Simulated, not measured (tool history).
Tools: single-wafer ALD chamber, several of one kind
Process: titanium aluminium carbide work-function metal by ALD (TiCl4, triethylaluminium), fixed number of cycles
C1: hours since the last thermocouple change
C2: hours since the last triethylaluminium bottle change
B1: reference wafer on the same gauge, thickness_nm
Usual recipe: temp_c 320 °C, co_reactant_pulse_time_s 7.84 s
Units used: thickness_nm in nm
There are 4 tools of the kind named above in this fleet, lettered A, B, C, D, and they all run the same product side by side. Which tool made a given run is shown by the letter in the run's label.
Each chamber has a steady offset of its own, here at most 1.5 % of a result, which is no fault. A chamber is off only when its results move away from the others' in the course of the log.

Run 1B, day 0.354: usual settings; C1 1338.5; C2 559.6; B1 2.1898. Result: thickness_nm 2.0691 nm.
Run 2C, day 0.742: usual settings; C1 1512.3; C2 282.1; B1 2.1923. Result: thickness_nm 2.0964 nm.
Run 3D, day 1.083: usual settings; C1 126.5; C2 1454.2; B1 2.1880. Result: thickness_nm 2.1367 nm.
Run 4A, day 1.417: usual settings; C1 126.3; C2 1178.6; B1 2.1893. Result: thickness_nm 2.0917 nm.
Run 5C, day 1.954: usual settings; C1 1541.4; C2 311.2; B1 2.1876. Result: thickness_nm 2.1005 nm.
At day 2.371: chamber B: triethylaluminium bottle replaced.
Run 6B, day 2.400: usual settings; C1 1387.6; C2 0.8; B1 2.1877. Result: thickness_nm 2.0838 nm.
Run 7D, day 2.846: usual settings; C1 168.8; C2 1496.5; B1 2.1888. Result: thickness_nm 2.1180 nm.
Run 8A, day 3.296: usual settings but temp_c 308 °C, co_reactant_pulse_time_s 6.01 s; C1 171.4; C2 1223.7; B1 2.1923. Result: thickness_nm 1.8653 nm.
Run 9D, day 3.671: usual settings but temp_c 308 °C, co_reactant_pulse_time_s 6.01 s; C1 188.6; C2 1516.3; B1 2.1907. Result: thickness_nm 1.9081 nm.
Run 10A, day 3.967: usual settings but temp_c 308 °C, co_reactant_pulse_time_s 6.01 s; C1 187.5; C2 1239.8; B1 2.1895. Result: thickness_nm 1.8434 nm.
Run 11B, day 4.229: usual settings but temp_c 308 °C, co_reactant_pulse_time_s 6.01 s; C1 1431.5; C2 44.7; B1 2.1912. Result: thickness_nm 1.8675 nm.
At day 4.396: chamber C: thermocouple changed; heater temperature recalibrated.
Run 12C, day 4.588: usual settings; C1 4.7; C2 374.4; B1 2.1903. Result: thickness_nm 2.1079 nm.
Run 13A, day 5.071: usual settings; C1 214.0; C2 1266.3; B1 2.1892. Result: thickness_nm 2.0810 nm.
Run 14B, day 5.354: usual settings; C1 1458.5; C2 71.7; B1 2.1903. Result: thickness_nm 2.0768 nm.
Run 15C, day 5.838: usual settings; C1 34.7; C2 404.4; B1 2.1879. Result: thickness_nm 2.1085 nm.
Run 16D, day 6.296: usual settings; C1 251.6; C2 1579.3; B1 2.1915. Result: thickness_nm 2.1342 nm.
Run 17C, day 6.883: usual settings; C1 59.8; C2 429.5; B1 2.1899. Result: thickness_nm 2.0998 nm.
Run 18A, day 7.292: usual settings; C1 267.3; C2 1319.6; B1 2.1886. Result: thickness_nm 2.0423 nm.
Run 19B, day 7.792: usual settings; C1 1517.0; C2 130.2; B1 2.1898. Result: thickness_nm 2.0986 nm.
Run 20D, day 8.342: usual settings; C1 300.7; C2 1628.4; B1 2.1881. Result: thickness_nm 2.1202 nm.
Run 21A, day 8.825: usual settings; C1 304.1; C2 1356.4; B1 2.1910. Result: thickness_nm 2.0385 nm.
Run 22B, day 9.142: usual settings but temp_c 329 °C; C1 1549.4; C2 162.6; B1 2.1871. Result: thickness_nm 2.1624 nm.
Run 23D, day 9.604: usual settings but temp_c 329 °C; C1 331.0; C2 1658.7; B1 2.1894. Result: thickness_nm 2.2077 nm.
Run 24C, day 10.033: usual settings but temp_c 329 °C; C1 135.4; C2 505.1; B1 2.1908. Result: thickness_nm 2.1881 nm.
Run 25B, day 10.408: usual settings but temp_c 329 °C; C1 1579.8; C2 193.0; B1 2.1886. Result: thickness_nm 2.1617 nm.
Run 26A, day 10.754: usual settings; C1 350.4; C2 1402.7; B1 2.1925. Result: thickness_nm 2.0015 nm.

Does one chamber stand apart from the rest, does the shared gauge drift, or is all well apart from small per-chamber offsets? Give the chamber and the most likely cause, where there is one.

Chamber A drifts away from the others.
Likeliest cause: triethylaluminium dose below that of a fresh bottle (%) = 19.

Here are 4 candidates for chamber A's next run, each the usual settings with a change, their results left as question marks. Which one brings its results back in line with what the others give on the usual settings?
In line means no further than this from the other chambers' mean on the usual settings: thickness_nm 0.0330 nm
Run 27A-1, day 11.188: usual settings but temp_c 308 °C. Result: thickness_nm ?.
Run 27A-2, day 11.188: usual settings but temp_c 332 °C. Result: thickness_nm ?.
Run 27A-3, day 11.188: usual settings but temp_c 315 °C, co_reactant_pulse_time_s 6.02 s. Result: thickness_nm ?.
Run 27A-4, day 11.188: usual settings but temp_c 329 °C, co_reactant_pulse_time_s 11.15 s. Result: thickness_nm ?.

Usual-settings mean across the other chambers: thickness_nm 2.1000 nm
  run  thickness_nm
27A-1        1.9065
27A-2        2.1006
27A-3        1.8034
27A-4        2.2312
27A-2 puts the chamber back in line with the other chambers.
